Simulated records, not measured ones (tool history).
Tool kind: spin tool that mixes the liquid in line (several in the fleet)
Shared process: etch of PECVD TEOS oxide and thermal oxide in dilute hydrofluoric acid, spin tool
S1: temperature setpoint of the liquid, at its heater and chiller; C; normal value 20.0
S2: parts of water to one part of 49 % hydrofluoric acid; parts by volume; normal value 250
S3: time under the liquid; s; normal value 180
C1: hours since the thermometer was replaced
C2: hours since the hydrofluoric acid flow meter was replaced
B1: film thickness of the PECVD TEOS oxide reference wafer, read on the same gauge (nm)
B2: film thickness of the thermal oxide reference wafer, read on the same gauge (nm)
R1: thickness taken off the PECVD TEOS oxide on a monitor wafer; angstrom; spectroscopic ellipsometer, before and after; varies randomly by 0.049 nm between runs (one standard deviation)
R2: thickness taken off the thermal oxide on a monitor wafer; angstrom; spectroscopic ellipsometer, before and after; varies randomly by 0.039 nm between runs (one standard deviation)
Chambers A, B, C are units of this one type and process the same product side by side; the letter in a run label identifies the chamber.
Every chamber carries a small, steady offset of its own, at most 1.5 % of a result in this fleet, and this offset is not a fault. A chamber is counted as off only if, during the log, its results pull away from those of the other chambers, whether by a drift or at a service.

Run 1B, hour 10.7: usual settings; C1 334.1; C2 732.8; B1 100.030; B2 80.003. Result: R1 151.050 angstrom, R2 25.256 angstrom.
Run 2C, hour 19.7: usual settings; C1 671.4; C2 1165.2; B1 100.030; B2 80.003. Result: R1 150.300 angstrom, R2 25.900 angstrom.
Run 3A, hour 28.2: usual settings; C1 290.4; C2 426.9; B1 99.983; B2 80.013. Result: R1 150.870 angstrom, R2 25.215 angstrom.
Run 4B, hour 37.9: usual settings; C1 361.3; C2 760.0; B1 99.985; B2 79.981. Result: R1 150.520 angstrom, R2 25.516 angstrom.
Run 5A, hour 45.3: usual settings; C1 307.5; C2 444.0; B1 99.980; B2 80.011. Result: R1 150.260 angstrom, R2 25.295 angstrom.
Run 6C, hour 52.0: usual settings; C1 703.7; C2 1197.5; B1 99.987; B2 80.008. Result: R1 150.320 angstrom, R2 25.646 angstrom.
Run 7A, hour 58.3: usual settings; C1 320.5; C2 457.0; B1 99.966; B2 79.988. Result: R1 151.380 angstrom, R2 25.242 angstrom.
Run 8C, hour 68.6: usual settings; C1 720.3; C2 1214.1; B1 99.996; B2 80.005. Result: R1 150.740 angstrom, R2 25.577 angstrom.
Run 9B, hour 76.2: usual settings; C1 399.6; C2 798.3; B1 100.010; B2 79.990. Result: R1 150.540 angstrom, R2 25.231 angstrom.
Run 10B, hour 83.8: usual settings; C1 407.2; C2 805.9; B1 99.961; B2 80.021. Result: R1 151.200 angstrom, R2 24.952 angstrom.
Run 11A, hour 92.9: usual settings but S3 80 s; C1 355.1; C2 491.6; B1 100.030; B2 80.030. Result: R1 66.851 angstrom, R2 11.142 angstrom.
Run 12C, hour 100.7: usual settings but S3 80 s; C1 752.4; C2 1246.2; B1 99.985; B2 80.007. Result: R1 66.924 angstrom, R2 11.234 angstrom.
Run 13A, hour 108.0: usual settings but S3 80 s; C1 370.2; C2 506.7; B1 100.020; B2 79.992. Result: R1 67.048 angstrom, R2 10.697 angstrom.
Run 14B, hour 116.1: usual settings but S1 17.0 C; C1 439.5; C2 838.2; B1 100.050; B2 80.020. Result: R1 134.500 angstrom, R2 22.401 angstrom.
Run 15C, hour 122.0: usual settings but S1 17.0 C; C1 773.7; C2 1267.5; B1 99.980; B2 79.991. Result: R1 132.550 angstrom, R2 22.098 angstrom.
Run 16C, hour 128.9: usual settings but S1 17.0 C; C1 780.6; C2 1274.4; B1 100.020; B2 79.994. Result: R1 132.290 angstrom, R2 22.720 angstrom.
Run 17B, hour 135.7: usual settings; C1 459.1; C2 857.8; B1 99.996; B2 80.010. Result: R1 151.020 angstrom, R2 24.954 angstrom.
Run 18A, hour 145.4: usual settings; C1 407.6; C2 544.1; B1 99.977; B2 80.005. Result: R1 150.850 angstrom, R2 24.788 angstrom.
Run 19C, hour 154.0: usual settings but S2 310 parts by volume, S3 130 s; C1 805.7; C2 1299.5; B1 99.990; B2 80.017. Result: R1 81.134 angstrom, R2 13.703 angstrom.
Run 20A, hour 164.7: usual settings but S2 310 parts by volume, S3 130 s; C1 426.9; C2 563.4; B1 99.995; B2 79.981. Result: R1 82.963 angstrom, R2 13.673 angstrom.
Run 21B, hour 175.0: usual settings but S2 310 parts by volume, S3 130 s; C1 498.4; C2 897.1; B1 100.010; B2 80.008. Result: R1 83.175 angstrom, R2 13.963 angstrom.
Run 22B, hour 179.7: usual settings; C1 503.1; C2 901.8; B1 99.970; B2 79.985. Result: R1 150.470 angstrom, R2 25.637 angstrom.
Run 23C, hour 187.6: usual settings; C1 839.3; C2 1333.1; B1 100.010; B2 80.001. Result: R1 147.190 angstrom, R2 25.524 angstrom.
Run 24A, hour 195.3: usual settings but S2 360 parts by volume; C1 457.5; C2 594.0; B1 100.020; B2 79.969. Result: R1 94.705 angstrom, R2 15.638 angstrom.
Run 25B, hour 200.5: usual settings but S2 360 parts by volume; C1 523.9; C2 922.6; B1 99.960; B2 80.002. Result: R1 94.394 angstrom, R2 15.699 angstrom.
Run 26C, hour 206.6: usual settings but S2 360 parts by volume; C1 858.3; C2 1352.1; B1 99.990; B2 79.995. Result: R1 92.385 angstrom, R2 15.802 angstrom.

All 3 chambers run these settings next. Forecast each chamber's results:
Run 27A, hour 214.3: usual settings but S1 21.5 C. Result: R1 ?, R2 ?.
Run 27B, hour 214.3: usual settings but S1 21.5 C. Result: R1 ?, R2 ?.
Run 27C, hour 214.3: usual settings but S1 21.5 C. Result: R1 ?, R2 ?.

run       R1      R2
27A  159.410  27.214
27B  159.560  26.929
27C  154.800  26.038

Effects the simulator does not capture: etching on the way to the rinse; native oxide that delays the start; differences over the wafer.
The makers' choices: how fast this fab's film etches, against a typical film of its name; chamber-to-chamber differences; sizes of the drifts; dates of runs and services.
